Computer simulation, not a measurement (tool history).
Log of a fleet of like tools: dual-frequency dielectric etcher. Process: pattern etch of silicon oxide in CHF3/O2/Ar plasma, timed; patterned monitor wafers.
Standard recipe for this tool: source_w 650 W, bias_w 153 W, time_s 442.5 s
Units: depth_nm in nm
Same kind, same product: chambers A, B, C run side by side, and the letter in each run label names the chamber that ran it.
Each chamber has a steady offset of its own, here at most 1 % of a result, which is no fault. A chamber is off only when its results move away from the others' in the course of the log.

run,hour,source_w,bias_w,time_s,"read-back reference wafer on the same gauge, depth_nm",depth_nm
1A,4.4,650,153,442.5,971.58,851.52
2B,12.8,650,153,442.5,971.78,855.62
3C,20.3,650,153,442.5,971.43,862.12
4C,29.3,650,153,442.5,970.73,861.14
5A,35.4,650,153,442.5,970.90,851.18
6B,40.6,650,153,442.5,970.39,853.10
7A,46.3,650,153,442.5,970.40,851.49
8B,52.8,650,153,442.5,969.95,852.13
9C,61.4,650,153,442.5,969.73,862.19
10B,66.5,650,142,403.0,969.80,758.95
11C,70.9,650,142,403.0,969.64,766.53
12A,78.7,650,142,403.0,969.20,756.83
13A,83.9,650,153,442.5,969.05,850.45
14C,89.1,760,135,442.5,968.74,881.43
# hour 89.4: chamber B: bias power generator calibrated
15B,95.2,760,135,442.5,968.39,869.77
# hour 96.2: chamber B: wet clean of the chamber
16C,103.6,760,135,442.5,968.72,879.80
17B,108.5,650,153,442.5,968.27,848.44
18A,114.8,650,153,442.5,967.80,850.21
19B,122.9,650,124,442.5,967.50,794.60
# hour 129.3: chamber C: wet clean of the chamber
20A,131.1,650,124,442.5,967.38,794.92
21C,137.8,650,124,442.5,967.20,805.07
22B,144.3,650,153,442.5,966.99,849.03
23A,150.7,650,153,442.5,967.00,847.61
24C,157.2,650,153,442.5,966.27,858.87
25B,164.5,650,153,442.5,966.10,849.31

Which is it: a chamber that has drifted or been left off by a service, a gauge drift common to all chambers, or only each chamber's usual small offset? If a chamber is off, name it and its likeliest cause.

Every chamber seems to shift together because the gauge that measures them all drifts; the chambers themselves are fine.
Likeliest cause: gauge reads low (%) = 0.627.
